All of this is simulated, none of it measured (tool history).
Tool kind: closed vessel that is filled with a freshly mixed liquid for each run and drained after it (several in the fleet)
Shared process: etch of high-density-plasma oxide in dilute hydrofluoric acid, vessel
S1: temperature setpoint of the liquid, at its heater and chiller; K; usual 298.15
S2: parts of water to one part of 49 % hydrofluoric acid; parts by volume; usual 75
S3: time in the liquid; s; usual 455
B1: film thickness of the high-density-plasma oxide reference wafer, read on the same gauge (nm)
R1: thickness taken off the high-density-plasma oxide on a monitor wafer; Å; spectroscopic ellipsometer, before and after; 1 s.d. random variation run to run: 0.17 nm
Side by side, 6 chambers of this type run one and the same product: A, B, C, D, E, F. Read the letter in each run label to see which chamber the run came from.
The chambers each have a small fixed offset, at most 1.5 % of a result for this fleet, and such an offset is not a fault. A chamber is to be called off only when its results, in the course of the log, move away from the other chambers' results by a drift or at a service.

run	hour	S1	S2	S3	B1	R1
1A	5.2	298.15	75	455	39.987	328.96
2E	9.2	298.15	75	455	40.014	333.23
# hour 9.9: chamber F: hydrofluoric acid flow meter replaced
3F	13.0	298.15	75	455	40.027	330.91
# hour 13.5: chamber E: thermometer replaced
4D	16.8	298.15	75	455	40.000	330.39
5C	22.1	298.15	75	265	40.011	191.24
6B	25.8	298.15	75	265	40.000	192.09
7C	30.0	298.15	75	265	40.014	191.29
8D	33.0	298.15	75	265	39.981	191.09
9F	35.6	298.15	75	265	39.989	195.59
10B	39.3	298.15	75	265	39.993	193.38
11A	42.2	298.15	75	455	39.997	325.75
12E	47.9	298.15	75	455	39.988	333.22
# hour 50.4: chamber D: hydrofluoric acid flow meter replaced
13F	51.1	298.15	75	455	40.014	334.35
# hour 56.2: chamber B: hydrofluoric acid flow meter replaced
14A	56.2	298.15	75	455	40.002	328.78
15C	58.9	298.15	75	455	39.968	328.60
16B	61.8	298.15	75	455	40.017	332.61
17E	64.9	298.15	75	455	39.999	331.36
18D	69.8	298.15	75	455	40.012	329.88
19D	73.0	298.15	75	455	40.028	328.33
20C	75.6	298.15	75	455	39.983	327.34
21B	78.4	298.15	75	455	39.983	332.11
22A	81.8	298.15	75	455	39.984	328.89
23E	84.8	298.15	75	455	40.001	331.60
24F	88.6	298.15	75	455	40.024	334.20
25D	92.0	298.15	75	455	39.996	331.19
26A	95.3	298.15	75	455	39.989	329.28
27C	101.0	298.15	75	455	40.002	328.36
28B	104.8	298.15	75	455	40.013	331.51
29F	109.6	298.15	75	455	40.008	328.71
30E	112.9	298.15	75	455	39.997	333.16
31C	116.0	298.15	75	455	39.993	327.40
32D	119.9	298.15	75	455	40.020	328.66
33B	123.6	298.15	75	455	39.982	332.59
34E	127.6	298.15	75	455	39.999	330.92
35A	132.3	298.15	75	455	40.002	330.45
36F	135.9	298.15	75	200	40.007	147.53
37E	139.4	298.15	75	200	39.983	147.48
38C	144.2	298.15	75	200	39.993	143.14
39A	146.9	298.15	75	200	39.986	144.16
40B	149.8	298.15	75	200	40.006	146.76

Which is it: a chamber that has drifted or been left off by a service, a gauge drift common to all chambers, or only each chamber's usual small offset? If a chamber is off, name it and its likeliest cause.

Beyond each chamber's small constant offset nothing stands out, and the gauge stays steady.
